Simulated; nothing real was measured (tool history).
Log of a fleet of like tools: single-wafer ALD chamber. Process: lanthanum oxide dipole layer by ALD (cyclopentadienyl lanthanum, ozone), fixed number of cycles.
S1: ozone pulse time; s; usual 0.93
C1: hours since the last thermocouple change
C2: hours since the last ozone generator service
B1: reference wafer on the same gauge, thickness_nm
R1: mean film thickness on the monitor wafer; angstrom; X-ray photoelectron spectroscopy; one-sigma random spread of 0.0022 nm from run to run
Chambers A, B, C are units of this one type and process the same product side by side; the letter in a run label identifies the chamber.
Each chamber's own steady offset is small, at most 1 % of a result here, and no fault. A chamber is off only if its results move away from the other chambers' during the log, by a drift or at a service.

run 1A day=0.633 | S1=0.93 | C1=92.4 C2=121.1 | B1=0.47297 | R1=4.823
run 2B day=1.154 | S1=0.93 | C1=2260 C2=189.8 | B1=0.47296 | R1=4.8713
run 3C day=1.579 | S1=0.93 | C1=779.5 C2=181.4 | B1=0.47268 | R1=4.8646
run 4A day=2.225 | S1=0.93 | C1=130.6 C2=159.3 | B1=0.47262 | R1=4.8211
run 5B day=2.854 | S1=0.93 | C1=2300.8 C2=230.6 | B1=0.47255 | R1=4.8765
run 6C day=3.279 | S1=0.93 | C1=820.3 C2=222.2 | B1=0.47275 | R1=4.8212
run 7A day=3.642 | S1=0.93 | C1=164.6 C2=193.3 | B1=0.47246 | R1=4.8536
run 8B day=4.304 | S1=0.93 | C1=2335.6 C2=265.4 | B1=0.47335 | R1=4.8344
run 9C day=4.967 | S1=0.93 | C1=860.8 C2=262.7 | B1=0.47284 | R1=4.8793
run 10A day=5.35 | S1=0.93 | C1=205.6 C2=234.3 | B1=0.47317 | R1=4.83
run 11C day=5.679 | S1=0.93 | C1=877.9 C2=279.8 | B1=0.47292 | R1=4.8475
run 12B day=6.025 | S1=0.93 | C1=2376.9 C2=306.7 | B1=0.47337 | R1=4.8557
run 13A day=6.608 | S1=0.93 | C1=235.8 C2=264.5 | B1=0.4729 | R1=4.8596
run 14B day=7.242 | S1=0.93 | C1=2406.1 C2=335.9 | B1=0.47272 | R1=4.8377
-- day=7.258 chamber C: thermocouple changed; heater temperature recalibrated
run 15C day=7.733 | S1=0.93 | C1=11.5 C2=329.1 | B1=0.47307 | R1=4.8543
run 16C day=8.417 | S1=0.93 | C1=27.9 C2=345.5 | B1=0.47324 | R1=4.8407
run 17B day=8.862 | S1=0.93 | C1=2445 C2=374.8 | B1=0.47317 | R1=4.8323
run 18A day=9.479 | S1=0.93 | C1=304.7 C2=333.4 | B1=0.47297 | R1=4.8364
run 19C day=10.029 | S1=0.93 | C1=66.6 C2=384.2 | B1=0.47295 | R1=4.8548
run 20B day=10.392 | S1=0.93 | C1=2481.7 C2=411.5 | B1=0.4722 | R1=4.8297
run 21A day=10.867 | S1=0.93 | C1=338 C2=366.7 | B1=0.47272 | R1=4.8634
run 22C day=11.338 | S1=0.93 | C1=98 C2=415.6 | B1=0.4738 | R1=4.8356
run 23A day=11.983 | S1=0.93 | C1=364.8 C2=393.5 | B1=0.47278 | R1=4.8863
run 24B day=12.512 | S1=0.93 | C1=2532.6 C2=462.4 | B1=0.47312 | R1=4.8538
run 25A day=13.012 | S1=0.93 | C1=389.5 C2=418.2 | B1=0.47324 | R1=4.8309
run 26C day=13.646 | S1=0.93 | C1=153.4 C2=471 | B1=0.47307 | R1=4.8057
run 27B day=14.142 | S1=1.05 | C1=2571.7 C2=501.5 | B1=0.47302 | R1=5.0959
run 28C day=14.642 | S1=1.05 | C1=177.3 C2=494.9 | B1=0.4724 | R1=5.0135
run 29B day=15.067 | S1=1.05 | C1=2593.9 C2=523.7 | B1=0.47309 | R1=5.049
run 30A day=15.658 | S1=0.93 | C1=453 C2=481.7 | B1=0.47297 | R1=4.8429
run 31C day=16.3 | S1=0.93 | C1=217.1 C2=534.7 | B1=0.47322 | R1=4.8844

For the next run the whole fleet of 3 chambers uses the same settings. Give each chamber's results:
run 32A day=16.792 | S1=0.93 | R1=?
run 32B day=16.792 | S1=0.93 | R1=?
run 32C day=16.792 | S1=0.93 | R1=?

run=32A R1=4.8706
run=32B R1=4.8403
run=32C R1=4.8328
